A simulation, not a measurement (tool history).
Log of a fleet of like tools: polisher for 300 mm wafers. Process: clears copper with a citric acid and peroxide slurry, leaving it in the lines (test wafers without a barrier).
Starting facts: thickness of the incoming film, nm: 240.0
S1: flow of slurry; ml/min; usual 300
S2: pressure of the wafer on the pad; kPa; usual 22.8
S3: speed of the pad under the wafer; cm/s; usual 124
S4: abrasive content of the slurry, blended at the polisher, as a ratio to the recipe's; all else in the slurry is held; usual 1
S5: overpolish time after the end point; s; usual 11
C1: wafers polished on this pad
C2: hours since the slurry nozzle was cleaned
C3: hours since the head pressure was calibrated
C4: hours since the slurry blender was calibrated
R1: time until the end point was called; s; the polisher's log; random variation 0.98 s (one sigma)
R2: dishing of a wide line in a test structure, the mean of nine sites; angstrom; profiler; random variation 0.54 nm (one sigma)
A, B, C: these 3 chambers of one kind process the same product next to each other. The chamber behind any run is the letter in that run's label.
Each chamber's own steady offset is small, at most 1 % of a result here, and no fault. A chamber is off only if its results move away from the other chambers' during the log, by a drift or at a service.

-- hour=8.1 chamber C: slurry nozzle cleaned
run 1B hour=8.9 | S1=300 S2=22.8 S3=124 S4=1 S5=11 | C1=545 C2=497.2 C3=167.8 C4=128.1 | R1=81.081 R2=240.29
run 2C hour=17.8 | S1=300 S2=22.8 S3=124 S4=1 S5=11 | C1=526 C2=9.8 C3=321.5 C4=94.5 | R1=80.64 R2=242.3
run 3A hour=24.7 | S1=300 S2=22.8 S3=124 S4=1 S5=11 | C1=281 C2=100.1 C3=769.5 C4=261 | R1=80.395 R2=229.13
run 4C hour=30.4 | S1=300 S2=22.8 S3=124 S4=1 S5=11 | C1=621 C2=22.4 C3=334.1 C4=107.1 | R1=81.26 R2=234.32
-- hour=35.2 chamber C: slurry blender recalibrated
run 5B hour=35.9 | S1=300 S2=22.8 S3=124 S4=1 S5=11 | C1=747 C2=524.2 C3=194.8 C4=155.1 | R1=82.297 R2=237.38
run 6A hour=42.8 | S1=300 S2=22.8 S3=124 S4=1 S5=11 | C1=417 C2=118.2 C3=787.6 C4=279.1 | R1=79.622 R2=236.24
run 7B hour=50.6 | S1=300 S2=22.8 S3=124 S4=1 S5=11 | C1=858 C2=538.9 C3=209.5 C4=169.8 | R1=79.634 R2=231.99
run 8C hour=57.1 | S1=300 S2=22.8 S3=124 S4=1 S5=11 | C1=821 C2=49.1 C3=360.8 C4=22 | R1=80.95 R2=234.45
-- hour=65.2 chamber C: worn pad replaced by a new one
run 9A hour=65.9 | S1=300 S2=22.8 S3=124 S4=1 S5=11 | C1=590 C2=141.3 C3=810.7 C4=302.2 | R1=78.839 R2=236.02
run 10B hour=73.7 | S1=300 S2=22.8 S3=124 S4=1 S5=11 | C1=1031 C2=562 C3=232.6 C4=192.9 | R1=79.432 R2=227.29
run 11A hour=79.5 | S1=300 S2=22.8 S3=124 S4=1 S5=11 | C1=692 C2=154.9 C3=824.3 C4=315.8 | R1=81.064 R2=228.28
-- hour=79.7 chamber A: worn pad replaced by a new one
run 12C hour=84.9 | S1=300 S2=22.8 S3=124 S4=1 S5=11 | C1=148 C2=76.9 C3=388.6 C4=49.8 | R1=81.764 R2=233.64
-- hour=88.6 chamber B: slurry blender recalibrated
run 13A hour=93.9 | S1=240 S2=22.8 S3=164 S4=1 S5=11 | C1=107 C2=169.3 C3=838.7 C4=330.2 | R1=61.038 R2=299.56
-- hour=94.3 chamber A: slurry blender recalibrated
run 14C hour=98.9 | S1=240 S2=22.8 S3=164 S4=1 S5=11 | C1=253 C2=90.9 C3=402.6 C4=63.8 | R1=63.547 R2=291.92
run 15B hour=106.2 | S1=240 S2=22.8 S3=164 S4=1 S5=11 | C1=1274 C2=594.5 C3=265.1 C4=17.6 | R1=63.347 R2=296.62
-- hour=114.3 chamber A: slurry nozzle cleaned
run 16A hour=115.6 | S1=300 S2=22.8 S3=124 S4=1.2 S5=6 | C1=269 C2=1.4 C3=860.4 C4=21.4 | R1=76.431 R2=139.07
run 17B hour=125.6 | S1=300 S2=22.8 S3=124 S4=1.2 S5=6 | C1=1420 C2=613.9 C3=284.5 C4=37 | R1=79.168 R2=135.19
run 18C hour=133.5 | S1=300 S2=22.8 S3=124 S4=1.2 S5=6 | C1=512 C2=125.5 C3=437.2 C4=98.4 | R1=76.783 R2=139.34
run 19C hour=138.3 | S1=300 S2=22.8 S3=124 S4=1 S5=11 | C1=548 C2=130.3 C3=442 C4=103.2 | R1=82.674 R2=237.61
run 20B hour=145.1 | S1=300 S2=22.8 S3=124 S4=1 S5=11 | C1=1566 C2=633.4 C3=304 C4=56.5 | R1=82.194 R2=225.72
-- hour=151.3 chamber C: head pressure recalibrated
-- hour=153 chamber A: worn pad replaced by a new one
-- hour=154 chamber B: head pressure recalibrated
run 21A hour=154.3 | S1=300 S2=22.8 S3=124 S4=1 S5=11 | C1=9 C2=40.1 C3=899.1 C4=60.1 | R1=81.186 R2=232.94
-- hour=162.6 chamber C: worn pad replaced by a new one
run 22A hour=163.2 | S1=300 S2=22.8 S3=124 S4=1 S5=11 | C1=76 C2=49 C3=908 C4=69 | R1=78.872 R2=229.25
-- hour=163.4 chamber C: slurry blender recalibrated
run 23B hour=171.6 | S1=300 S2=22.8 S3=124 S4=1 S5=11 | C1=1765 C2=659.9 C3=17.6 C4=83 | R1=84.238 R2=228.49
run 24C hour=181.5 | S1=300 S2=22.8 S3=124 S4=1 S5=11 | C1=141 C2=173.5 C3=30.2 C4=18.1 | R1=79.482 R2=239.55
run 25C hour=186.5 | S1=300 S2=22.8 S3=124 S4=1.25 S5=11 | C1=179 C2=178.5 C3=35.2 C4=23.1 | R1=77.185 R2=229.68
run 26B hour=190.9 | S1=300 S2=22.8 S3=124 S4=1.25 S5=11 | C1=1910 C2=679.2 C3=36.9 C4=102.3 | R1=81.842 R2=227.79
run 27A hour=199.9 | S1=300 S2=22.8 S3=124 S4=1.25 S5=11 | C1=351 C2=85.7 C3=944.7 C4=105.7 | R1=76.844 R2=243.04
run 28A hour=208.3 | S1=300 S2=22.8 S3=124 S4=1 S5=11 | C1=414 C2=94.1 C3=953.1 C4=114.1 | R1=80.179 R2=236.16
run 29C hour=217.1 | S1=300 S2=22.8 S3=124 S4=1 S5=11 | C1=408 C2=209.1 C3=65.8 C4=53.7 | R1=79.327 R2=232.78
run 30B hour=226 | S1=300 S2=22.8 S3=124 S4=1 S5=11 | C1=2173 C2=714.3 C3=72 C4=137.4 | R1=85.041 R2=216.87
run 31A hour=233.7 | S1=300 S2=22.8 S3=124 S4=1 S5=11 | C1=605 C2=119.5 C3=978.5 C4=139.5 | R1=79.849 R2=243.8
-- hour=236.6 chamber A: worn pad replaced by a new one
run 32C hour=242 | S1=300 S2=22.8 S3=124 S4=1 S5=11 | C1=595 C2=234 C3=90.7 C4=78.6 | R1=82.053 R2=240.14
run 33B hour=248.7 | S1=300 S2=30.3 S3=124 S4=1 S5=11 | C1=2343 C2=737 C3=94.7 C4=160.1 | R1=66.467 R2=287.62
run 34A hour=256.3 | S1=300 S2=30.3 S3=124 S4=1 S5=11 | C1=148 C2=142.1 C3=1001.1 C4=162.1 | R1=60.878 R2=303.19
-- hour=263.4 chamber B: slurry blender recalibrated
run 35B hour=263.7 | S1=300 S2=30.3 S3=124 S4=1 S5=11 | C1=2456 C2=752 C3=109.7 C4=0.4 | R1=66.356 R2=290.3
run 36C hour=273.3 | S1=300 S2=22.8 S3=124 S4=1 S5=11 | C1=830 C2=265.3 C3=122 C4=109.9 | R1=81.747 R2=232.46
run 37B hour=279.4 | S1=210 S2=17.9 S3=124 S4=1 S5=11 | C1=2573 C2=767.7 C3=125.4 C4=16.1 | R1=114.35 R2=173.63
-- hour=279.7 chamber C: worn pad replaced by a new one
run 38C hour=285.5 | S1=210 S2=17.9 S3=124 S4=1 S5=11 | C1=43 C2=277.5 C3=134.2 C4=122.1 | R1=107.49 R2=172.57
run 39A hour=292.6 | S1=210 S2=17.9 S3=124 S4=1 S5=11 | C1=420 C2=178.4 C3=1037.4 C4=198.4 | R1=105.92 R2=179.24

For the next run the whole fleet of 3 chambers uses the same settings. Give each chamber's results:
run 40A hour=299.9 | S1=300 S2=22.8 S3=124 S4=1 S5=17 | R1=? R2=?
run 40B hour=299.9 | S1=300 S2=22.8 S3=124 S4=1 S5=17 | R1=? R2=?
run 40C hour=299.9 | S1=300 S2=22.8 S3=124 S4=1 S5=17 | R1=? R2=?

run=40A R1=80.134 R2=341.59
run=40B R1=89.88 R2=303.26
run=40C R1=81.14 R2=341.23
